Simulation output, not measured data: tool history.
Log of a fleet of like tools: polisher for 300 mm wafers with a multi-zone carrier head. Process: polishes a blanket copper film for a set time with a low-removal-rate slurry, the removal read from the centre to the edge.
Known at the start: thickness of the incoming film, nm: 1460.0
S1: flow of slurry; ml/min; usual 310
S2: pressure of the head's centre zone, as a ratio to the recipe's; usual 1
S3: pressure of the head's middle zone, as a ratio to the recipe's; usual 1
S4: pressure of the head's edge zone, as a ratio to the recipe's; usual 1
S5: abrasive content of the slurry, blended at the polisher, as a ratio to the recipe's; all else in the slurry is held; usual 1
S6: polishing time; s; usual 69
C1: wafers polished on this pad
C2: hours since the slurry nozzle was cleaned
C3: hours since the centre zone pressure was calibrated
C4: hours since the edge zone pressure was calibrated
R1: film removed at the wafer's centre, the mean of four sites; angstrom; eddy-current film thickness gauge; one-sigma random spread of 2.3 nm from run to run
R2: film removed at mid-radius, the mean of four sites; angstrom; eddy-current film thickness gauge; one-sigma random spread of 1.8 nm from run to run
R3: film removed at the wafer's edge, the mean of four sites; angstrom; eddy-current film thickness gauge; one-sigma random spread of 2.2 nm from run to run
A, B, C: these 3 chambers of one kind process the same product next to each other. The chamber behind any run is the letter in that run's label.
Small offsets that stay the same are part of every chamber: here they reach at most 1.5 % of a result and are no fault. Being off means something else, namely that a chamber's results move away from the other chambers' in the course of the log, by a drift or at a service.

run	hour	S1	S2	S3	S4	S5	S6	C1	C2	C3	C4	R1	R2	R3
1C	2.9	310	1	1	1	1	69	60	532.8	233.8	94.2	1960.8	1940.5	1883.5
2A	6	310	1	1	1	1	69	158	487.4	218.9	1156.7	1911.7	1924.6	1895.2
3B	9.6	310	1	1	1	1	69	189	486.7	823.7	698.3	1893	1909.6	1883.5
# hour 14.9: chamber A: edge zone pressure recalibrated
4B	15.1	310	1	1	1	1	69	237	492.2	829.2	703.8	1887.1	1915.9	1916.2
5C	20.6	240	1	1	1	1	69	215	550.5	251.5	111.9	1901.5	1878.4	1871.8
6A	25.2	240	1	1	1	1	69	327	506.6	238.1	10.3	1840.7	1847.6	1825.2
7A	30.4	240	1	1	1	1	69	372	511.8	243.3	15.5	1835.5	1837.7	1868
8B	35.9	310	1	1	1	1	69	420	513	850	724.6	1927.4	1897.3	1874.8
9C	40.6	310	1	1	1	1	69	391	570.5	271.5	131.9	1901.7	1930.3	1856.2
10B	43.5	310	1	1	1	1	69	486	520.6	857.6	732.2	1905.4	1890.8	1933.7
# hour 44.1: chamber B: worn pad replaced by a new one
11A	46.5	355	1	1	0.96	1	69	513	527.9	259.4	31.6	1889.6	1941.1	1837.4
12C	51.2	355	1	1	0.96	1	69	484	581.1	282.1	142.5	1934.8	1934.9	1882.5
13B	56	355	1	1	0.96	1	69	104	533.1	870.1	744.7	1930.9	1917.8	1898.5
14C	58.7	310	1	1	1	1	69	549	588.6	289.6	150	1942.7	1923.8	1925.7
15A	62.7	310	1	1	1	0.85	61	655	544.1	275.6	47.8	1611.4	1630.3	1646.7
16C	65.2	310	1	1	1	0.85	61	606	595.1	296.1	156.5	1680.2	1629.6	1597
# hour 69.3: chamber C: worn pad replaced by a new one
17A	69.8	310	1	1	1	0.85	61	717	551.2	282.7	54.9	1622	1652.4	1643.9
18B	72.3	310	1	1	1	1	69	247	549.4	886.4	761	1920.4	1891.7	1869.4
19B	76.1	310	1	1	1	1	69	280	553.2	890.2	764.8	1893	1923.1	1939
20C	79.3	310	1	1	1	1	69	88	609.2	310.2	170.6	1932.1	1932.9	1918.1

All chambers now run identical settings, listed one chamber a line with results as question marks. What results will each chamber show?
21A	83.3	310	1	1	1	1	69					?	?	?
21B	83.3	310	1	1	1	1	69					?	?	?
21C	83.3	310	1	1	1	1	69					?	?	?

run	R1	R2	R3
21A	1921.5	1927.3	1916.9
21B	1932.1	1919.7	1901.6
21C	1971.1	1893.3	1884.3
